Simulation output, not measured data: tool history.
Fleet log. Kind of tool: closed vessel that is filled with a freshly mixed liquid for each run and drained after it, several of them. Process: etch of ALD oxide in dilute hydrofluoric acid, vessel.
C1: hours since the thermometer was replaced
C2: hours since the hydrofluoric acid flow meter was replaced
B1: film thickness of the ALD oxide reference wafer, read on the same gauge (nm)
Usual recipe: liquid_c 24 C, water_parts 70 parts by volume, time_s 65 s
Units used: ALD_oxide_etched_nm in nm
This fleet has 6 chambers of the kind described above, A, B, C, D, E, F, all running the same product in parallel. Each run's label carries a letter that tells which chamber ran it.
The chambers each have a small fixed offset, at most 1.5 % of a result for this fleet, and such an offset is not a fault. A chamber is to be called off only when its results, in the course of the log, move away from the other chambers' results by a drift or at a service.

{"run": "1D", "hour": 5.7, "liquid_c": 24, "water_parts": 70, "time_s": 65, "C1": 59.2, "C2": 478.5, "B1": 130, "ALD_oxide_etched_nm": 13.808}
{"run": "2C", "hour": 11.3, "liquid_c": 24, "water_parts": 70, "time_s": 65, "C1": 914.8, "C2": 681, "B1": 130.01, "ALD_oxide_etched_nm": 13.785}
{"run": "3E", "hour": 14.9, "liquid_c": 24, "water_parts": 70, "time_s": 65, "C1": 2018, "C2": 1565.3, "B1": 130.01, "ALD_oxide_etched_nm": 13.777}
{"run": "4B", "hour": 19.8, "liquid_c": 24, "water_parts": 70, "time_s": 65, "C1": 1356.3, "C2": 2179.5, "B1": 130.01, "ALD_oxide_etched_nm": 13.648}
{"run": "5F", "hour": 25.2, "liquid_c": 24, "water_parts": 70, "time_s": 65, "C1": 435.2, "C2": 839.5, "B1": 129.99, "ALD_oxide_etched_nm": 13.822}
{"run": "6A", "hour": 29.4, "liquid_c": 24, "water_parts": 70, "time_s": 65, "C1": 136.3, "C2": 345.1, "B1": 129.99, "ALD_oxide_etched_nm": 13.685}
{"run": "7F", "hour": 33.6, "liquid_c": 28.5, "water_parts": 55, "time_s": 65, "C1": 443.6, "C2": 847.9, "B1": 130, "ALD_oxide_etched_nm": 21.756}
{"run": "8A", "hour": 39.5, "liquid_c": 28.5, "water_parts": 55, "time_s": 65, "C1": 146.4, "C2": 355.2, "B1": 130.01, "ALD_oxide_etched_nm": 21.673}
{"run": "9C", "hour": 43.3, "liquid_c": 28.5, "water_parts": 55, "time_s": 65, "C1": 946.8, "C2": 713, "B1": 130.01, "ALD_oxide_etched_nm": 21.552}
{"run": "10E", "hour": 48.3, "liquid_c": 28.5, "water_parts": 55, "time_s": 65, "C1": 2051.4, "C2": 1598.7, "B1": 130.01, "ALD_oxide_etched_nm": 21.824}
{"run": "11D", "hour": 51.4, "liquid_c": 28.5, "water_parts": 55, "time_s": 65, "C1": 104.9, "C2": 524.2, "B1": 129.98, "ALD_oxide_etched_nm": 21.56}
{"run": "12B", "hour": 57.4, "liquid_c": 28.5, "water_parts": 55, "time_s": 65, "C1": 1393.9, "C2": 2217.1, "B1": 130, "ALD_oxide_etched_nm": 21.281}
{"run": "13A", "hour": 63.9, "liquid_c": 24, "water_parts": 70, "time_s": 65, "C1": 170.8, "C2": 379.6, "B1": 130, "ALD_oxide_etched_nm": 13.546}
{"run": "14E", "hour": 70.3, "liquid_c": 24, "water_parts": 70, "time_s": 65, "C1": 2073.4, "C2": 1620.7, "B1": 129.99, "ALD_oxide_etched_nm": 14.027}
{"hour": 72.3, "done": "chamber B: thermometer replaced"}
{"run": "15F", "hour": 77.2, "liquid_c": 24, "water_parts": 70, "time_s": 40, "C1": 487.2, "C2": 891.5, "B1": 130, "ALD_oxide_etched_nm": 8.2698}
{"run": "16D", "hour": 81.6, "liquid_c": 24, "water_parts": 70, "time_s": 40, "C1": 135.1, "C2": 554.4, "B1": 130.01, "ALD_oxide_etched_nm": 8.5406}
{"run": "17C", "hour": 86.2, "liquid_c": 24, "water_parts": 70, "time_s": 40, "C1": 989.7, "C2": 755.9, "B1": 129.99, "ALD_oxide_etched_nm": 8.5641}
{"run": "18B", "hour": 92.5, "liquid_c": 24, "water_parts": 70, "time_s": 40, "C1": 20.2, "C2": 2252.2, "B1": 130, "ALD_oxide_etched_nm": 8.393}
{"hour": 96.9, "done": "chamber C: hydrofluoric acid flow meter replaced"}
{"run": "19F", "hour": 97.1, "liquid_c": 24, "water_parts": 70, "time_s": 40, "C1": 507.1, "C2": 911.4, "B1": 129.99, "ALD_oxide_etched_nm": 8.354}
{"run": "20B", "hour": 101.5, "liquid_c": 24, "water_parts": 70, "time_s": 40, "C1": 29.2, "C2": 2261.2, "B1": 130.02, "ALD_oxide_etched_nm": 8.4534}
{"run": "21A", "hour": 107.6, "liquid_c": 24, "water_parts": 70, "time_s": 65, "C1": 214.5, "C2": 423.3, "B1": 129.99, "ALD_oxide_etched_nm": 13.238}
{"run": "22E", "hour": 113.0, "liquid_c": 24, "water_parts": 55, "time_s": 30, "C1": 2116.1, "C2": 1663.4, "B1": 130.01, "ALD_oxide_etched_nm": 8.4155}
{"run": "23D", "hour": 116.8, "liquid_c": 24, "water_parts": 55, "time_s": 30, "C1": 170.3, "C2": 589.6, "B1": 130, "ALD_oxide_etched_nm": 8.2961}
{"run": "24C", "hour": 120.2, "liquid_c": 24, "water_parts": 55, "time_s": 30, "C1": 1023.7, "C2": 23.3, "B1": 129.99, "ALD_oxide_etched_nm": 8.2353}
{"run": "25B", "hour": 127.0, "liquid_c": 24, "water_parts": 55, "time_s": 30, "C1": 54.7, "C2": 2286.7, "B1": 129.99, "ALD_oxide_etched_nm": 8.1907}
{"run": "26A", "hour": 133.3, "liquid_c": 24, "water_parts": 55, "time_s": 30, "C1": 240.2, "C2": 449, "B1": 129.98, "ALD_oxide_etched_nm": 7.9394}
{"run": "27E", "hour": 137.5, "liquid_c": 24, "water_parts": 55, "time_s": 30, "C1": 2140.6, "C2": 1687.9, "B1": 129.98, "ALD_oxide_etched_nm": 8.2298}
{"run": "28D", "hour": 143.3, "liquid_c": 24, "water_parts": 70, "time_s": 65, "C1": 196.8, "C2": 616.1, "B1": 130.01, "ALD_oxide_etched_nm": 13.824}
{"run": "29F", "hour": 147.8, "liquid_c": 24, "water_parts": 70, "time_s": 65, "C1": 557.8, "C2": 962.1, "B1": 130, "ALD_oxide_etched_nm": 13.583}
{"run": "30C", "hour": 151.4, "liquid_c": 24, "water_parts": 70, "time_s": 65, "C1": 1054.9, "C2": 54.5, "B1": 130, "ALD_oxide_etched_nm": 13.977}
{"run": "31F", "hour": 157.0, "liquid_c": 24, "water_parts": 70, "time_s": 65, "C1": 567, "C2": 971.3, "B1": 130.01, "ALD_oxide_etched_nm": 13.748}
{"run": "32C", "hour": 162.0, "liquid_c": 24, "water_parts": 70, "time_s": 65, "C1": 1065.5, "C2": 65.1, "B1": 129.99, "ALD_oxide_etched_nm": 13.982}
{"run": "33B", "hour": 167.4, "liquid_c": 24, "water_parts": 70, "time_s": 65, "C1": 95.1, "C2": 2327.1, "B1": 130.01, "ALD_oxide_etched_nm": 13.838}
{"run": "34D", "hour": 174.3, "liquid_c": 24, "water_parts": 90, "time_s": 90, "C1": 227.8, "C2": 647.1, "B1": 130, "ALD_oxide_etched_nm": 14.568}
{"run": "35E", "hour": 179.0, "liquid_c": 24, "water_parts": 90, "time_s": 90, "C1": 2182.1, "C2": 1729.4, "B1": 129.98, "ALD_oxide_etched_nm": 14.698}
{"run": "36A", "hour": 184.7, "liquid_c": 24, "water_parts": 90, "time_s": 90, "C1": 291.6, "C2": 500.4, "B1": 129.98, "ALD_oxide_etched_nm": 13.687}
{"run": "37A", "hour": 187.9, "liquid_c": 24, "water_parts": 90, "time_s": 90, "C1": 294.8, "C2": 503.6, "B1": 130, "ALD_oxide_etched_nm": 13.696}

Predict what each chamber gives when all 6 of them run the settings below next.
{"run": "38A", "hour": 192.9, "liquid_c": 24, "water_parts": 70, "time_s": 65, "ALD_oxide_etched_nm": "?"}
{"run": "38B", "hour": 192.9, "liquid_c": 24, "water_parts": 70, "time_s": 65, "ALD_oxide_etched_nm": "?"}
{"run": "38C", "hour": 192.9, "liquid_c": 24, "water_parts": 70, "time_s": 65, "ALD_oxide_etched_nm": "?"}
{"run": "38D", "hour": 192.9, "liquid_c": 24, "water_parts": 70, "time_s": 65, "ALD_oxide_etched_nm": "?"}
{"run": "38E", "hour": 192.9, "liquid_c": 24, "water_parts": 70, "time_s": 65, "ALD_oxide_etched_nm": "?"}
{"run": "38F", "hour": 192.9, "liquid_c": 24, "water_parts": 70, "time_s": 65, "ALD_oxide_etched_nm": "?"}

run=38A ALD_oxide_etched_nm=12.83
run=38B ALD_oxide_etched_nm=13.599
run=38C ALD_oxide_etched_nm=13.802
run=38D ALD_oxide_etched_nm=13.849
run=38E ALD_oxide_etched_nm=13.804
run=38F ALD_oxide_etched_nm=13.705
